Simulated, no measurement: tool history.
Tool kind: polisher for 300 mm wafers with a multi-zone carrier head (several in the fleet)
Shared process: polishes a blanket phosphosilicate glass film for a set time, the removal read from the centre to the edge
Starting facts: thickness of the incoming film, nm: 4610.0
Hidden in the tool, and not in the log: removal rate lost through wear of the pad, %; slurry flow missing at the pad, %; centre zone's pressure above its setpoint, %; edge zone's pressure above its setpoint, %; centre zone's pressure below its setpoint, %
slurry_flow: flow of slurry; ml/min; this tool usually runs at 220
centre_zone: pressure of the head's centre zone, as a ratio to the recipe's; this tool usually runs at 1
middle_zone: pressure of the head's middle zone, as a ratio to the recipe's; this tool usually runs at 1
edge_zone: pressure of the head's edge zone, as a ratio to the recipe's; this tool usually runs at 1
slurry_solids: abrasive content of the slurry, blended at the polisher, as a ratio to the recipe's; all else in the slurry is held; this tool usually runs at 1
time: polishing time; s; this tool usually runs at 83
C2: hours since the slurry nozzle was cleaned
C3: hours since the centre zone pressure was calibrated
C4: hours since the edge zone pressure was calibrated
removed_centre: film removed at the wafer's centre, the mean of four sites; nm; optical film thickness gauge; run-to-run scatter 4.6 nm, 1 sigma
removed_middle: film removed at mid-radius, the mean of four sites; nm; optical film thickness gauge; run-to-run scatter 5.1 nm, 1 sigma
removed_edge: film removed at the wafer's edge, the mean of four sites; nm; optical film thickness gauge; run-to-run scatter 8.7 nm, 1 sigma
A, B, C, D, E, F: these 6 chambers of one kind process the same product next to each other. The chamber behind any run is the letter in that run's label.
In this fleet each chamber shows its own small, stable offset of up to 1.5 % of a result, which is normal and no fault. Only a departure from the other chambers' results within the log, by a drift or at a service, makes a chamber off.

At day 0.046: chamber E: worn pad replaced by a new one.
Run 1A, day 0.304: usual settings; wafers polished on this pad 1037; C2 106.9; C3 630.1; C4 389. Result: removed_centre 618.22 nm, removed_middle 616.14 nm, removed_edge 611.43 nm.
Run 2C, day 0.646: usual settings; wafers polished on this pad 984; C2 418.4; C3 72.6; C4 1333.1. Result: removed_centre 620.79 nm, removed_middle 617.2 nm, removed_edge 639.58 nm.
At day 0.658: chamber C: worn pad replaced by a new one.
Run 3B, day 0.879: usual settings; wafers polished on this pad 801; C2 187.4; C3 1314.5; C4 284.8. Result: removed_centre 608.11 nm, removed_middle 613.69 nm, removed_edge 608.16 nm.
Run 4F, day 1.204: usual settings; wafers polished on this pad 582; C2 286; C3 227.8; C4 355.5. Result: removed_centre 616.73 nm, removed_middle 621.35 nm, removed_edge 626.21 nm.
At day 1.258: chamber B: worn pad replaced by a new one.
Run 5D, day 1.429: usual settings; wafers polished on this pad 416; C2 319.9; C3 323.1; C4 530.5. Result: removed_centre 616.34 nm, removed_middle 628.14 nm, removed_edge 616.75 nm.
Run 6E, day 1.696: usual settings; wafers polished on this pad 256; C2 46.1; C3 395.6; C4 65.1. Result: removed_centre 620.77 nm, removed_middle 609.37 nm, removed_edge 609 nm.
Run 7D, day 1.938: usual settings; wafers polished on this pad 495; C2 332.1; C3 335.3; C4 542.7. Result: removed_centre 623.92 nm, removed_middle 627.23 nm, removed_edge 623.39 nm.
Run 8F, day 2.196: usual settings but slurry_flow 175 ml/min; wafers polished on this pad 736; C2 309.8; C3 251.6; C4 379.3. Result: removed_centre 581.55 nm, removed_middle 587.89 nm, removed_edge 583.29 nm.
At day 2.358: chamber F: worn pad replaced by a new one.
Run 9E, day 2.379: usual settings but slurry_flow 175 ml/min; wafers polished on this pad 362; C2 62.5; C3 412; C4 81.5. Result: removed_centre 596.58 nm, removed_middle 589.71 nm, removed_edge 591.4 nm.
Run 10A, day 2.579: usual settings but slurry_flow 175 ml/min; wafers polished on this pad 1390; C2 161.5; C3 684.7; C4 443.6. Result: removed_centre 596.59 nm, removed_middle 586.01 nm, removed_edge 601.32 nm.
Run 11C, day 2.912: usual settings but slurry_flow 175 ml/min; wafers polished on this pad 349; C2 472.8; C3 127; C4 1387.5. Result: removed_centre 596.83 nm, removed_middle 587.59 nm, removed_edge 604.6 nm.
At day 2.971: chamber A: worn pad replaced by a new one.
Run 12B, day 3.238: usual settings but slurry_flow 175 ml/min; wafers polished on this pad 307; C2 244; C3 1371.1; C4 341.4. Result: removed_centre 590.54 nm, removed_middle 594.81 nm, removed_edge 587.73 nm.
Run 13C, day 3.529: usual settings but slurry_flow 175 ml/min; wafers polished on this pad 445; C2 487.6; C3 141.8; C4 1402.3. Result: removed_centre 587.2 nm, removed_middle 597.72 nm, removed_edge 598.15 nm.
Run 14D, day 3.775: usual settings; wafers polished on this pad 780; C2 376.2; C3 379.4; C4 586.8. Result: removed_centre 619.94 nm, removed_middle 614.52 nm, removed_edge 620.51 nm.
At day 3.888: chamber B: centre zone pressure recalibrated.
Run 15A, day 4.029: usual settings; wafers polished on this pad 164; C2 196.3; C3 719.5; C4 478.4. Result: removed_centre 624.68 nm, removed_middle 609.91 nm, removed_edge 612.64 nm.
At day 4.112: chamber C: edge zone pressure recalibrated.
Run 16F, day 4.325: usual settings; wafers polished on this pad 305; C2 360.9; C3 302.7; C4 430.4. Result: removed_centre 607.89 nm, removed_middle 610.34 nm, removed_edge 631.42 nm.
Run 17E, day 4.475: usual settings; wafers polished on this pad 687; C2 112.8; C3 462.3; C4 131.8. Result: removed_centre 625.53 nm, removed_middle 611.8 nm, removed_edge 621.74 nm.
Run 18B, day 4.717: usual settings; wafers polished on this pad 537; C2 279.5; C3 19.9; C4 376.9. Result: removed_centre 562.85 nm, removed_middle 605.89 nm, removed_edge 618.73 nm.
Run 19A, day 5.054: usual settings; wafers polished on this pad 323; C2 220.9; C3 744.1; C4 503. Result: removed_centre 614.75 nm, removed_middle 604.95 nm, removed_edge 624.64 nm.
At day 5.238: chamber D: worn pad replaced by a new one.
Run 20D, day 5.338: usual settings; wafers polished on this pad 15; C2 413.7; C3 416.9; C4 624.3. Result: removed_centre 618.15 nm, removed_middle 621.69 nm, removed_edge 639.66 nm.
Run 21E, day 5.6: usual settings; wafers polished on this pad 861; C2 139.8; C3 489.3; C4 158.8. Result: removed_centre 622.07 nm, removed_middle 608.75 nm, removed_edge 608.35 nm.
Run 22B, day 5.883: usual settings; wafers polished on this pad 717; C2 307.5; C3 47.9; C4 404.9. Result: removed_centre 554.21 nm, removed_middle 613.17 nm, removed_edge 606.67 nm.
Run 23F, day 6.05: usual settings but middle_zone 0.93; wafers polished on this pad 573; C2 402.3; C3 344.1; C4 471.8. Result: removed_centre 611.64 nm, removed_middle 577.48 nm, removed_edge 636.53 nm.
At day 6.158: chamber A: centre zone pressure recalibrated.
At day 6.242: chamber B: worn pad replaced by a new one.
Run 24C, day 6.271: usual settings but middle_zone 0.93; wafers polished on this pad 870; C2 553.4; C3 207.6; C4 51.8. Result: removed_centre 611.95 nm, removed_middle 570.37 nm, removed_edge 619.12 nm.
Run 25D, day 6.596: usual settings but middle_zone 0.93; wafers polished on this pad 210; C2 443.9; C3 447.1; C4 654.5. Result: removed_centre 615.32 nm, removed_middle 578.53 nm, removed_edge 631.14 nm.
At day 6.742: chamber F: worn pad replaced by a new one.
Run 26F, day 6.771: usual settings but middle_zone 0.93; wafers polished on this pad 4; C2 419.6; C3 361.4; C4 489.1. Result: removed_centre 612.91 nm, removed_middle 574.53 nm, removed_edge 624.96 nm.
Run 27A, day 6.996: usual settings but middle_zone 0.93; wafers polished on this pad 624; C2 267.5; C3 20.1; C4 549.6. Result: removed_centre 618.86 nm, removed_middle 567.86 nm, removed_edge 628.44 nm.
Run 28C, day 7.338: usual settings but middle_zone 0.93; wafers polished on this pad 1036; C2 579; C3 233.2; C4 77.4. Result: removed_centre 606.96 nm, removed_middle 582.49 nm, removed_edge 615.01 nm.
At day 7.479: chamber C: worn pad replaced by a new one.
Run 29B, day 7.504: usual settings; wafers polished on this pad 195; C2 346.4; C3 86.8; C4 443.8. Result: removed_centre 560.85 nm, removed_middle 615.66 nm, removed_edge 619.69 nm.
Run 30E, day 7.7: usual settings; wafers polished on this pad 1187; C2 190.2; C3 539.7; C4 209.2. Result: removed_centre 615.61 nm, removed_middle 614.67 nm, removed_edge 625.44 nm.
Run 31E, day 7.925: usual settings; wafers polished on this pad 1222; C2 195.6; C3 545.1; C4 214.6. Result: removed_centre 619.34 nm, removed_middle 615.16 nm, removed_edge 609.94 nm.
At day 8.083: chamber E: worn pad replaced by a new one.
Run 32D, day 8.225: usual settings but slurry_flow 150 ml/min, middle_zone 1.07; wafers polished on this pad 463; C2 483; C3 486.2; C4 693.6. Result: removed_centre 578.71 nm, removed_middle 632.69 nm, removed_edge 594.47 nm.
Run 33A, day 8.412: usual settings but slurry_flow 150 ml/min, middle_zone 1.07; wafers polished on this pad 844; C2 301.5; C3 54.1; C4 583.6. Result: removed_centre 580.56 nm, removed_middle 618.91 nm, removed_edge 596.39 nm.
Run 34F, day 8.708: usual settings but slurry_flow 150 ml/min, middle_zone 1.07; wafers polished on this pad 305; C2 466.1; C3 407.9; C4 535.6. Result: removed_centre 577.81 nm, removed_middle 623.99 nm, removed_edge 599.52 nm.
Run 35C, day 8.896: usual settings but slurry_flow 150 ml/min, middle_zone 1.07; wafers polished on this pad 219; C2 616.4; C3 270.6; C4 114.8. Result: removed_centre 568.84 nm, removed_middle 616.02 nm, removed_edge 598.16 nm.
Run 36B, day 9.071: usual settings but slurry_flow 150 ml/min, middle_zone 1.07; wafers polished on this pad 438; C2 384; C3 124.4; C4 481.4. Result: removed_centre 522.15 nm, removed_middle 611.34 nm, removed_edge 588.27 nm.
Run 37A, day 9.35: usual settings but slurry_flow 150 ml/min, middle_zone 1.07; wafers polished on this pad 989; C2 324; C3 76.6; C4 606.1. Result: removed_centre 571.92 nm, removed_middle 611.58 nm, removed_edge 588.35 nm.
Run 38B, day 9.542: usual settings; wafers polished on this pad 511; C2 395.3; C3 135.7; C4 492.7. Result: removed_centre 563.57 nm, removed_middle 603.17 nm, removed_edge 625.31 nm.
Run 39F, day 9.754: usual settings; wafers polished on this pad 467; C2 491.2; C3 433; C4 560.7. Result: removed_centre 614.7 nm, removed_middle 611.95 nm, removed_edge 609.44 nm.
At day 9.883: chamber D: slurry nozzle cleaned.
Run 40C, day 10.029: usual settings but edge_zone 0.95; wafers polished on this pad 395; C2 643.6; C3 297.8; C4 142. Result: removed_centre 614.36 nm, removed_middle 624.8 nm, removed_edge 605.89 nm.
Run 41D, day 10.283: usual settings but edge_zone 0.95; wafers polished on this pad 782; C2 9.7; C3 535.6; C4 743. Result: removed_centre 618 nm, removed_middle 622.59 nm, removed_edge 624.49 nm.
Run 42E, day 10.538: usual settings but edge_zone 0.95; wafers polished on this pad 380; C2 258.3; C3 607.8; C4 277.3. Result: removed_centre 629.51 nm, removed_middle 611.15 nm, removed_edge 598.35 nm.

All 6 chambers run these settings next. Forecast each chamber's results:
Run 43A, day 10.783: usual settings but slurry_flow 175 ml/min. Result: removed_centre ?, removed_middle ?, removed_edge ?.
Run 43B, day 10.783: usual settings but slurry_flow 175 ml/min. Result: removed_centre ?, removed_middle ?, removed_edge ?.
Run 43C, day 10.783: usual settings but slurry_flow 175 ml/min. Result: removed_centre ?, removed_middle ?, removed_edge ?.
Run 43D, day 10.783: usual settings but slurry_flow 175 ml/min. Result: removed_centre ?, removed_middle ?, removed_edge ?.
Run 43E, day 10.783: usual settings but slurry_flow 175 ml/min. Result: removed_centre ?, removed_middle ?, removed_edge ?.
Run 43F, day 10.783: usual settings but slurry_flow 175 ml/min. Result: removed_centre ?, removed_middle ?, removed_edge ?.

run  removed_centre  removed_middle  removed_edge
43A           592.8          591.42        605.77
43B          533.96          585.59        579.46
43C          583.48          596.04        599.95
43D           596.9          596.55        614.94
43E          607.11          582.23        587.71
43F          586.94          595.77        604.56
